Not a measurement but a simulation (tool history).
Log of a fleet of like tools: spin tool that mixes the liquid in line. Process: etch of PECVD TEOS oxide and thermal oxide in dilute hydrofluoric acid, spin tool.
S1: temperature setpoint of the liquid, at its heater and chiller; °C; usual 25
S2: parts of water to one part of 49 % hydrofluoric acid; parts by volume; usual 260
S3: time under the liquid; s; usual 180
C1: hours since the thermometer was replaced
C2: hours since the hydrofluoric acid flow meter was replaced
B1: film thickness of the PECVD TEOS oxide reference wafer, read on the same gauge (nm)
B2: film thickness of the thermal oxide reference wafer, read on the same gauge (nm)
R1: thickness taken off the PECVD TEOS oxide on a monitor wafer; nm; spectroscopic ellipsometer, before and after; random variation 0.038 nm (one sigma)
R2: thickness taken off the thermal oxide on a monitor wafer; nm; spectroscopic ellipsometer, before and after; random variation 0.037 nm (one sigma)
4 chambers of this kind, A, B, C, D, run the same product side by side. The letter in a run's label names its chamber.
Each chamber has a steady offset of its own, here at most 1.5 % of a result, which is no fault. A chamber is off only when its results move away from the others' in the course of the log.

| run | hour | S1 | S2 | S3 | C1 | C2 | B1 | B2 | R1 | R2 |
|---|---|---|---|---|---|---|---|---|---|---|
| 1B | 13.1 | 25 | 260 | 180 | 2158.5 | 521.5 | 130.01 | 39.94 | 10.201 | 2.9639 |
| 2A | 25.2 | 25 | 260 | 180 | 1615.4 | 946.4 | 129.98 | 40.012 | 10.224 | 2.8869 |
| 3C | 33.9 | 25 | 260 | 180 | 1344.1 | 1281.8 | 130.01 | 40.008 | 10.188 | 2.8883 |
| 4D | 45.3 | 25 | 260 | 180 | 785.9 | 1339.8 | 130 | 40.045 | 10.388 | 2.9398 |
| 5C | 55.5 | 25 | 385 | 95 | 1365.7 | 1303.4 | 130.02 | 40.007 | 3.2089 | 0.91787 |
|  | 69.2 | chamber B: thermometer replaced |
| 6A | 69.8 | 25 | 385 | 95 | 1660 | 991 | 129.97 | 40.016 | 3.223 | 0.91685 |
| 7B | 79.3 | 25 | 385 | 95 | 10.2 | 587.7 | 129.97 | 39.978 | 3.2358 | 0.9211 |
|  | 79.7 | chamber B: hydrofluoric acid flow meter replaced |
| 8D | 88.1 | 25 | 385 | 95 | 828.7 | 1382.6 | 130.01 | 40.007 | 3.2677 | 0.93193 |
| 9C | 101.1 | 25 | 260 | 180 | 1411.3 | 1349 | 130.03 | 40.015 | 10.226 | 2.9907 |
| 10D | 116.3 | 25 | 140 | 250 | 856.9 | 1410.8 | 129.98 | 40.006 | 30.723 | 8.8884 |
| 11B | 130.6 | 25 | 140 | 250 | 61.5 | 51 | 130.03 | 40.008 | 30.736 | 8.8574 |
| 12A | 138.4 | 25 | 140 | 250 | 1728.6 | 1059.6 | 130 | 39.973 | 30.592 | 8.7509 |
|  | 139.7 | chamber A: hydrofluoric acid flow meter replaced |
| 13B | 150.5 | 25 | 140 | 250 | 81.4 | 70.9 | 130.05 | 40.014 | 30.616 | 8.7116 |
| 14A | 161.5 | 25 | 260 | 180 | 1751.7 | 21.9 | 129.97 | 40.031 | 10.306 | 2.9518 |
| 15C | 177.5 | 25 | 260 | 180 | 1487.7 | 1425.4 | 130.01 | 39.954 | 10.105 | 2.9752 |
| 16D | 186.7 | 25 | 260 | 180 | 927.3 | 1481.2 | 130 | 40.007 | 10.354 | 2.8501 |
| 17C | 201.4 | 25 | 260 | 180 | 1511.6 | 1449.3 | 129.97 | 39.997 | 10.107 | 2.9201 |
| 18A | 217 | 25 | 205 | 225 | 1807.2 | 77.4 | 129.98 | 40.039 | 17.293 | 4.9238 |
| 19D | 228.5 | 25 | 205 | 225 | 969.1 | 1523 | 129.98 | 40.025 | 17.437 | 4.9497 |
| 20B | 239.7 | 25 | 205 | 225 | 170.6 | 160.1 | 129.99 | 39.94 | 17.314 | 5.0037 |
| 21B | 249.1 | 25 | 205 | 225 | 180 | 169.5 | 130.02 | 39.98 | 17.284 | 4.9406 |
| 22A | 261 | 25 | 260 | 180 | 1851.2 | 121.4 | 130.01 | 40.043 | 10.276 | 2.9026 |
| 23C | 276.4 | 25 | 260 | 180 | 1586.6 | 1524.3 | 130 | 39.987 | 9.9378 | 2.897 |
| 24D | 286.7 | 25 | 260 | 180 | 1027.3 | 1581.2 | 130.04 | 39.995 | 10.365 | 2.8712 |
| 25D | 294.4 | 25 | 260 | 180 | 1035 | 1588.9 | 129.99 | 40.043 | 10.357 | 2.9159 |
| 26A | 306.2 | 25 | 260 | 180 | 1896.4 | 166.6 | 130.02 | 40.013 | 10.261 | 2.9089 |
| 27C | 314.9 | 25 | 260 | 180 | 1625.1 | 1562.8 | 129.98 | 40.028 | 9.9768 | 2.8485 |
| 28B | 328.4 | 25 | 260 | 180 | 259.3 | 248.8 | 130.01 | 40.04 | 10.189 | 2.9465 |
| 29C | 338.4 | 25 | 260 | 180 | 1648.6 | 1586.3 | 129.98 | 39.992 | 9.9701 | 2.8876 |
| 30D | 347.4 | 27 | 260 | 180 | 1088 | 1641.9 | 129.98 | 39.963 | 11.089 | 3.1298 |
| 31A | 357.8 | 27 | 260 | 180 | 1948 | 218.2 | 130.01 | 40 | 10.987 | 3.0568 |
| 32B | 373.7 | 27 | 260 | 180 | 304.6 | 294.1 | 130.01 | 39.981 | 11.007 | 3.046 |
| 33A | 387.6 | 27 | 260 | 180 | 1977.8 | 248 | 130 | 40.03 | 10.981 | 3.1336 |
| 34D | 403.6 | 25 | 260 | 180 | 1144.2 | 1698.1 | 129.95 | 40.026 | 10.327 | 2.8737 |
| 35B | 413.5 | 25 | 260 | 180 | 344.4 | 333.9 | 130.02 | 39.977 | 10.192 | 2.9147 |
| 36C | 424.4 | 25 | 260 | 180 | 1734.6 | 1672.3 | 129.98 | 40.02 | 9.8649 | 2.8242 |
| 37A | 439.5 | 25 | 260 | 180 | 2029.7 | 299.9 | 130.01 | 40.013 | 10.292 | 2.8828 |

Is one chamber off against the others, does the gauge drift, or is nothing wrong? If a chamber is off, say which, and what the likeliest cause is.

Chamber C drifts away from the others.
Cause: liquid colder than its thermometer reads (K) = 1.09.
The log may not tell that from: hydrofluoric acid flow below the setpoint (%).

Here are 4 candidates for chamber C's next run, each the usual settings with a change, their results left as question marks. Which one brings its results back in line with what the others give on the usual settings?
In line means no further than this from the other chambers' mean on the usual settings: R1 0.13 nm; R2 0.13 nm
| 38C-1 | 451.2 | 25 | 255 | 185 |  |  |  |  | ? | ? |
| 38C-2 | 451.2 | 25 | 255 | 180 |  |  |  |  | ? | ? |
| 38C-3 | 451.2 | 25 | 265 | 175 |  |  |  |  | ? | ? |
| 38C-4 | 451.2 | 25 | 265 | 180 |  |  |  |  | ? | ? |

The other chambers' mean on the usual settings: R1 10.301 nm; R2 2.9285 nm
| run | R1 | R2 |
|---|---|---|
| 38C-1 | 10.335 | 2.957 |
| 38C-2 | 10.055 | 2.877 |
| 38C-3 | 9.3153 | 2.6653 |
| 38C-4 | 9.5814 | 2.7415 |
38C-1 brings the chamber back in line.
